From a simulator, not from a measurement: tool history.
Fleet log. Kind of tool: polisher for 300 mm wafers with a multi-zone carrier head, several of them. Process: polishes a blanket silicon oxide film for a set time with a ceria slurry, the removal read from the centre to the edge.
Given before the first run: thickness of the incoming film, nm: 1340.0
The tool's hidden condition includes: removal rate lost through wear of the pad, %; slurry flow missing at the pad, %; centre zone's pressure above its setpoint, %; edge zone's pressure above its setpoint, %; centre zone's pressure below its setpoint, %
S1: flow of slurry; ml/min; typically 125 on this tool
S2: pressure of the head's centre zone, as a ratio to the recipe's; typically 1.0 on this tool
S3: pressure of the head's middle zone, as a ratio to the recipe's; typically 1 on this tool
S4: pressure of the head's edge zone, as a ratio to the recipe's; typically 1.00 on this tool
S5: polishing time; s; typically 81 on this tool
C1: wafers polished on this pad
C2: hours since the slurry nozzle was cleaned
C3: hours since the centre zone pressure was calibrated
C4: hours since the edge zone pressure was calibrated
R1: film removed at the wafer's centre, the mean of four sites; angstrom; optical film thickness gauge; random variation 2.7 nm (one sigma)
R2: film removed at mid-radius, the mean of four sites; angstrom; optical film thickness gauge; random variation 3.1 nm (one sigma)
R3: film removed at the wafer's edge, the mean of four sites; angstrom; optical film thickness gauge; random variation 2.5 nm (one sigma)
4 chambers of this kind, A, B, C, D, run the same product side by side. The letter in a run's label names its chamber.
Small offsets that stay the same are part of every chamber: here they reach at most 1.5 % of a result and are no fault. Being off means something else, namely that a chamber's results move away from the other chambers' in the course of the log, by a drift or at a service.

{"run": "1D", "hour": 5.1, "S1": 125, "S2": 1.0, "S3": 1, "S4": 1.0, "S5": 81, "C1": 240, "C2": 80.6, "C3": 384.1, "C4": 928.7, "R1": 2464.3, "R2": 2500.4, "R3": 2484.1}
{"run": "2C", "hour": 8.7, "S1": 125, "S2": 1.0, "S3": 1, "S4": 1.0, "S5": 81, "C1": 212, "C2": 183.8, "C3": 1083.0, "C4": 713.4, "R1": 2506.5, "R2": 2482.8, "R3": 2503.9}
{"run": "3B", "hour": 11.7, "S1": 125, "S2": 1.0, "S3": 1, "S4": 1.0, "S5": 81, "C1": 1253, "C2": 52.1, "C3": 455.5, "C4": 281.7, "R1": 2500.3, "R2": 2508.6, "R3": 2501.5}
{"run": "4A", "hour": 16.9, "S1": 125, "S2": 1.0, "S3": 1, "S4": 1.0, "S5": 81, "C1": 602, "C2": 195.4, "C3": 676.7, "C4": 204.2, "R1": 2519.1, "R2": 2484.0, "R3": 2499.0}
{"run": "5A", "hour": 21.8, "S1": 125, "S2": 1.0, "S3": 1, "S4": 1.0, "S5": 81, "C1": 633, "C2": 200.3, "C3": 681.6, "C4": 209.1, "R1": 2503.8, "R2": 2485.3, "R3": 2484.5}
{"hour": 23.2, "done": "chamber A: worn pad replaced by a new one"}
{"run": "6D", "hour": 27.2, "S1": 125, "S2": 1.0, "S3": 1, "S4": 1.0, "S5": 81, "C1": 378, "C2": 102.7, "C3": 406.2, "C4": 950.8, "R1": 2438.5, "R2": 2418.1, "R3": 2499.4}
{"run": "7C", "hour": 31.0, "S1": 125, "S2": 1.0, "S3": 1, "S4": 1.0, "S5": 81, "C1": 351, "C2": 206.1, "C3": 1105.3, "C4": 735.7, "R1": 2454.4, "R2": 2470.1, "R3": 2477.8}
{"run": "8B", "hour": 33.5, "S1": 125, "S2": 1.0, "S3": 1, "S4": 1.0, "S5": 81, "C1": 1389, "C2": 73.9, "C3": 477.3, "C4": 303.5, "R1": 2533.2, "R2": 2506.0, "R3": 2447.1}
{"run": "9B", "hour": 38.4, "S1": 125, "S2": 1.0, "S3": 1, "S4": 1.0, "S5": 81, "C1": 1420, "C2": 78.8, "C3": 482.2, "C4": 308.4, "R1": 2480.3, "R2": 2535.0, "R3": 2446.8}
{"run": "10A", "hour": 41.8, "S1": 125, "S2": 1.0, "S3": 1, "S4": 1.0, "S5": 81, "C1": 116, "C2": 220.3, "C3": 701.6, "C4": 229.1, "R1": 2482.2, "R2": 2467.1, "R3": 2502.4}
{"run": "11D", "hour": 46.5, "S1": 125, "S2": 1.0, "S3": 1, "S4": 1.0, "S5": 81, "C1": 499, "C2": 122.0, "C3": 425.5, "C4": 970.1, "R1": 2398.6, "R2": 2466.2, "R3": 2515.5}
{"run": "12C", "hour": 50.8, "S1": 125, "S2": 1.0, "S3": 1, "S4": 1.0, "S5": 81, "C1": 475, "C2": 225.9, "C3": 1125.1, "C4": 755.5, "R1": 2479.0, "R2": 2479.5, "R3": 2498.7}
{"hour": 54.0, "done": "chamber B: worn pad replaced by a new one"}
{"run": "13B", "hour": 56.2, "S1": 125, "S2": 1.0, "S3": 1, "S4": 1.0, "S5": 56, "C1": 13, "C2": 96.6, "C3": 500.0, "C4": 326.2, "R1": 1725.7, "R2": 1699.8, "R3": 1665.0}
{"run": "14A", "hour": 60.3, "S1": 125, "S2": 1.0, "S3": 1, "S4": 1.0, "S5": 56, "C1": 231, "C2": 238.8, "C3": 720.1, "C4": 247.6, "R1": 1712.0, "R2": 1722.8, "R3": 1715.6}
{"hour": 63.7, "done": "chamber D: worn pad replaced by a new one"}
{"run": "15C", "hour": 63.9, "S1": 125, "S2": 1.0, "S3": 1, "S4": 1.0, "S5": 56, "C1": 557, "C2": 239.0, "C3": 1138.2, "C4": 768.6, "R1": 1686.6, "R2": 1749.9, "R3": 1700.1}
{"hour": 65.7, "done": "chamber C: centre zone pressure recalibrated"}
{"hour": 66.4, "done": "chamber D: edge zone pressure recalibrated"}
{"run": "16D", "hour": 68.2, "S1": 125, "S2": 1.0, "S3": 1, "S4": 1.0, "S5": 56, "C1": 28, "C2": 143.7, "C3": 447.2, "C4": 1.9, "R1": 1668.2, "R2": 1726.3, "R3": 1729.0}
{"run": "17A", "hour": 72.2, "S1": 125, "S2": 1.0, "S3": 1, "S4": 1.0, "S5": 81, "C1": 306, "C2": 250.7, "C3": 732.0, "C4": 259.5, "R1": 2502.1, "R2": 2493.3, "R3": 2450.2}
{"run": "18C", "hour": 75.5, "S1": 125, "S2": 1.0, "S3": 1, "S4": 1.04, "S5": 61, "C1": 629, "C2": 250.6, "C3": 9.8, "C4": 780.2, "R1": 1686.1, "R2": 1856.5, "R3": 1908.4}
{"hour": 76.4, "done": "chamber A: slurry nozzle cleaned"}
{"run": "19D", "hour": 79.7, "S1": 125, "S2": 1.0, "S3": 1, "S4": 1.04, "S5": 61, "C1": 100, "C2": 155.2, "C3": 458.7, "C4": 13.4, "R1": 1857.1, "R2": 1866.6, "R3": 1903.3}
{"run": "20B", "hour": 82.1, "S1": 125, "S2": 1.0, "S3": 1, "S4": 1.04, "S5": 61, "C1": 175, "C2": 122.5, "C3": 525.9, "C4": 352.1, "R1": 1875.9, "R2": 1892.4, "R3": 1893.2}
{"hour": 85.3, "done": "chamber C: edge zone pressure recalibrated"}
{"run": "21A", "hour": 85.8, "S1": 125, "S2": 1.0, "S3": 1, "S4": 1.04, "S5": 61, "C1": 390, "C2": 9.4, "C3": 745.6, "C4": 273.1, "R1": 1862.2, "R2": 1866.5, "R3": 1935.6}
{"run": "22D", "hour": 90.1, "S1": 125, "S2": 0.9, "S3": 1, "S4": 1.0, "S5": 89, "C1": 165, "C2": 165.6, "C3": 469.1, "C4": 23.8, "R1": 2425.4, "R2": 2691.9, "R3": 2749.7}
{"hour": 95.2, "done": "chamber C: worn pad replaced by a new one"}
{"run": "23C", "hour": 95.5, "S1": 125, "S2": 0.9, "S3": 1, "S4": 1.0, "S5": 89, "C1": 2, "C2": 270.6, "C3": 29.8, "C4": 10.2, "R1": 2231.7, "R2": 2797.8, "R3": 2709.8}
{"run": "24B", "hour": 100.9, "S1": 125, "S2": 0.9, "S3": 1, "S4": 1.0, "S5": 89, "C1": 292, "C2": 141.3, "C3": 544.7, "C4": 370.9, "R1": 2448.7, "R2": 2795.0, "R3": 2723.8}
{"run": "25C", "hour": 106.1, "S1": 125, "S2": 0.9, "S3": 1, "S4": 1.0, "S5": 89, "C1": 68, "C2": 281.2, "C3": 40.4, "C4": 20.8, "R1": 2230.0, "R2": 2678.1, "R3": 2709.3}
{"run": "26D", "hour": 111.3, "S1": 125, "S2": 1.0, "S3": 1, "S4": 1.0, "S5": 81, "C1": 297, "C2": 186.8, "C3": 490.3, "C4": 45.0, "R1": 2423.0, "R2": 2447.4, "R3": 2485.0}
{"run": "27B", "hour": 113.8, "S1": 125, "S2": 1.0, "S3": 1, "S4": 1.0, "S5": 81, "C1": 373, "C2": 154.2, "C3": 557.6, "C4": 383.8, "R1": 2534.4, "R2": 2462.4, "R3": 2468.4}
{"run": "28A", "hour": 118.8, "S1": 125, "S2": 1.0, "S3": 1, "S4": 1.0, "S5": 81, "C1": 596, "C2": 42.4, "C3": 778.6, "C4": 306.1, "R1": 2515.0, "R2": 2478.1, "R3": 2458.7}
{"run": "29A", "hour": 124.1, "S1": 125, "S2": 1.0, "S3": 1, "S4": 1.0, "S5": 81, "C1": 629, "C2": 47.7, "C3": 783.9, "C4": 311.4, "R1": 2484.8, "R2": 2480.8, "R3": 2467.6}
{"run": "30C", "hour": 128.8, "S1": 125, "S2": 1.0, "S3": 1, "S4": 1.0, "S5": 81, "C1": 210, "C2": 303.9, "C3": 63.1, "C4": 43.5, "R1": 2279.2, "R2": 2487.5, "R3": 2430.4}
{"run": "31D", "hour": 131.4, "S1": 125, "S2": 1.0, "S3": 1, "S4": 1.0, "S5": 81, "C1": 422, "C2": 206.9, "C3": 510.4, "C4": 65.1, "R1": 2465.4, "R2": 2538.9, "R3": 2470.1}
{"hour": 131.6, "done": "chamber A: worn pad replaced by a new one"}
{"run": "32B", "hour": 135.6, "S1": 125, "S2": 1.0, "S3": 1, "S4": 1.0, "S5": 81, "C1": 508, "C2": 176.0, "C3": 579.4, "C4": 405.6, "R1": 2564.0, "R2": 2518.0, "R3": 2466.6}
{"run": "33A", "hour": 138.9, "S1": 125, "S2": 1.0, "S3": 1, "S4": 1.0, "S5": 81, "C1": 45, "C2": 62.5, "C3": 798.7, "C4": 326.2, "R1": 2519.0, "R2": 2495.7, "R3": 2522.9}
{"run": "34C", "hour": 142.0, "S1": 125, "S2": 1.0, "S3": 1, "S4": 1.0, "S5": 81, "C1": 292, "C2": 317.1, "C3": 76.3, "C4": 56.7, "R1": 2278.6, "R2": 2480.0, "R3": 2437.4}

Each of the 4 chambers runs these same settings next. Fill in every chamber's results:
{"run": "35A", "hour": 145.9, "S1": 125, "S2": 1.0, "S3": 1, "S4": 1.0, "S5": 81, "R1": "?", "R2": "?", "R3": "?"}
{"run": "35B", "hour": 145.9, "S1": 125, "S2": 1.0, "S3": 1, "S4": 1.0, "S5": 81, "R1": "?", "R2": "?", "R3": "?"}
{"run": "35C", "hour": 145.9, "S1": 125, "S2": 1.0, "S3": 1, "S4": 1.0, "S5": 81, "R1": "?", "R2": "?", "R3": "?"}
{"run": "35D", "hour": 145.9, "S1": 125, "S2": 1.0, "S3": 1, "S4": 1.0, "S5": 81, "R1": "?", "R2": "?", "R3": "?"}

run=35A R1=2523.7 R2=2424.3 R3=2533.3
run=35B R1=2503.7 R2=2485.9 R3=2467.1
run=35C R1=2261.1 R2=2534.8 R3=2453.9
run=35D R1=2460.3 R2=2461.5 R3=2526.2

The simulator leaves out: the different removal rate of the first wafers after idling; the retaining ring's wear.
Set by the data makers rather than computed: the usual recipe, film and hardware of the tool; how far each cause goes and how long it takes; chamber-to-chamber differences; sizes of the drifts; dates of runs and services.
